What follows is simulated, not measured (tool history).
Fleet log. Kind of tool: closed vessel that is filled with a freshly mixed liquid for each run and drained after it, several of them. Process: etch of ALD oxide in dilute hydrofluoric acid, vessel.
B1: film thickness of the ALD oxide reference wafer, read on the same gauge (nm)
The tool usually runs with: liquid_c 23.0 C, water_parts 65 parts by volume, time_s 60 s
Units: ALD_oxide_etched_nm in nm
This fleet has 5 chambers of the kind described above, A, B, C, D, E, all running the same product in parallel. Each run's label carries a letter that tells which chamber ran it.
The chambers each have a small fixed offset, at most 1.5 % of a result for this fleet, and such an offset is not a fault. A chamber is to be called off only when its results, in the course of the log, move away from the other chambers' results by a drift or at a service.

{"run": "1A", "day": 0.35, "liquid_c": 23.0, "water_parts": 65, "time_s": 60, "B1": 89.979, "ALD_oxide_etched_nm": 24.742}
{"run": "2B", "day": 0.617, "liquid_c": 23.0, "water_parts": 65, "time_s": 60, "B1": 90.01, "ALD_oxide_etched_nm": 24.64}
{"run": "3E", "day": 0.842, "liquid_c": 23.0, "water_parts": 65, "time_s": 60, "B1": 90.018, "ALD_oxide_etched_nm": 24.621}
{"run": "4D", "day": 1.025, "liquid_c": 23.0, "water_parts": 65, "time_s": 60, "B1": 90.005, "ALD_oxide_etched_nm": 24.879}
{"day": 1.067, "done": "chamber D: thermometer replaced"}
{"run": "5C", "day": 1.275, "liquid_c": 23.0, "water_parts": 65, "time_s": 60, "B1": 89.991, "ALD_oxide_etched_nm": 24.791}
{"run": "6E", "day": 1.508, "liquid_c": 23.0, "water_parts": 65, "time_s": 60, "B1": 90.003, "ALD_oxide_etched_nm": 24.364}
{"run": "7C", "day": 1.8, "liquid_c": 23.0, "water_parts": 65, "time_s": 60, "B1": 89.999, "ALD_oxide_etched_nm": 24.756}
{"run": "8B", "day": 1.975, "liquid_c": 23.0, "water_parts": 65, "time_s": 60, "B1": 90.046, "ALD_oxide_etched_nm": 24.963}
{"run": "9A", "day": 2.183, "liquid_c": 23.0, "water_parts": 65, "time_s": 60, "B1": 90.036, "ALD_oxide_etched_nm": 24.681}
{"run": "10D", "day": 2.362, "liquid_c": 23.0, "water_parts": 65, "time_s": 60, "B1": 90.005, "ALD_oxide_etched_nm": 24.886}
{"run": "11A", "day": 2.6, "liquid_c": 25.5, "water_parts": 35, "time_s": 60, "B1": 90.004, "ALD_oxide_etched_nm": 53.392}
{"run": "12D", "day": 2.817, "liquid_c": 25.5, "water_parts": 35, "time_s": 60, "B1": 89.968, "ALD_oxide_etched_nm": 53.759}
{"run": "13B", "day": 3.058, "liquid_c": 25.5, "water_parts": 35, "time_s": 60, "B1": 89.987, "ALD_oxide_etched_nm": 53.708}
{"run": "14C", "day": 3.412, "liquid_c": 25.5, "water_parts": 35, "time_s": 60, "B1": 90.013, "ALD_oxide_etched_nm": 53.692}
{"run": "15E", "day": 3.775, "liquid_c": 25.5, "water_parts": 35, "time_s": 60, "B1": 89.967, "ALD_oxide_etched_nm": 53.634}
{"run": "16A", "day": 3.983, "liquid_c": 23.0, "water_parts": 65, "time_s": 60, "B1": 89.986, "ALD_oxide_etched_nm": 24.798}
{"run": "17E", "day": 4.267, "liquid_c": 23.0, "water_parts": 65, "time_s": 60, "B1": 90.015, "ALD_oxide_etched_nm": 24.83}
{"run": "18D", "day": 4.508, "liquid_c": 23.0, "water_parts": 50, "time_s": 40, "B1": 89.978, "ALD_oxide_etched_nm": 22.007}
{"run": "19C", "day": 4.746, "liquid_c": 23.0, "water_parts": 50, "time_s": 40, "B1": 89.995, "ALD_oxide_etched_nm": 22.109}
{"run": "20B", "day": 5.088, "liquid_c": 23.0, "water_parts": 50, "time_s": 40, "B1": 90.017, "ALD_oxide_etched_nm": 22.062}
{"run": "21B", "day": 5.292, "liquid_c": 23.0, "water_parts": 50, "time_s": 40, "B1": 89.993, "ALD_oxide_etched_nm": 22.241}
{"run": "22D", "day": 5.592, "liquid_c": 23.0, "water_parts": 50, "time_s": 40, "B1": 89.985, "ALD_oxide_etched_nm": 22.343}
{"run": "23A", "day": 5.858, "liquid_c": 23.0, "water_parts": 65, "time_s": 60, "B1": 89.989, "ALD_oxide_etched_nm": 25.009}
{"run": "24E", "day": 6.017, "liquid_c": 23.0, "water_parts": 65, "time_s": 60, "B1": 89.993, "ALD_oxide_etched_nm": 24.777}
{"run": "25C", "day": 6.288, "liquid_c": 23.0, "water_parts": 65, "time_s": 60, "B1": 90.015, "ALD_oxide_etched_nm": 24.705}
{"run": "26E", "day": 6.575, "liquid_c": 23.0, "water_parts": 65, "time_s": 60, "B1": 89.971, "ALD_oxide_etched_nm": 24.577}
{"run": "27C", "day": 6.783, "liquid_c": 23.0, "water_parts": 65, "time_s": 60, "B1": 90.019, "ALD_oxide_etched_nm": 24.398}
{"run": "28B", "day": 7.146, "liquid_c": 23.0, "water_parts": 65, "time_s": 60, "B1": 89.961, "ALD_oxide_etched_nm": 24.536}
{"day": 7.225, "done": "chamber B: hydrofluoric acid flow meter replaced"}
{"run": "29D", "day": 7.512, "liquid_c": 23.0, "water_parts": 65, "time_s": 60, "B1": 89.994, "ALD_oxide_etched_nm": 24.82}
{"day": 7.629, "done": "chamber E: hydrofluoric acid flow meter replaced"}
{"run": "30A", "day": 7.867, "liquid_c": 23.0, "water_parts": 65, "time_s": 60, "B1": 89.997, "ALD_oxide_etched_nm": 24.919}
{"run": "31B", "day": 8.15, "liquid_c": 19.0, "water_parts": 85, "time_s": 60, "B1": 90.012, "ALD_oxide_etched_nm": 15.547}
{"run": "32C", "day": 8.375, "liquid_c": 19.0, "water_parts": 85, "time_s": 60, "B1": 90.011, "ALD_oxide_etched_nm": 15.733}
{"run": "33E", "day": 8.588, "liquid_c": 19.0, "water_parts": 85, "time_s": 60, "B1": 89.987, "ALD_oxide_etched_nm": 15.463}
{"run": "34D", "day": 8.883, "liquid_c": 19.0, "water_parts": 85, "time_s": 60, "B1": 90.023, "ALD_oxide_etched_nm": 15.644}

Is one chamber off against the others, does the gauge drift, or is nothing wrong? If a chamber is off, say which, and what the likeliest cause is.

Neither any chamber nor the gauge drifts; the chambers differ only by their own small, steady offsets.

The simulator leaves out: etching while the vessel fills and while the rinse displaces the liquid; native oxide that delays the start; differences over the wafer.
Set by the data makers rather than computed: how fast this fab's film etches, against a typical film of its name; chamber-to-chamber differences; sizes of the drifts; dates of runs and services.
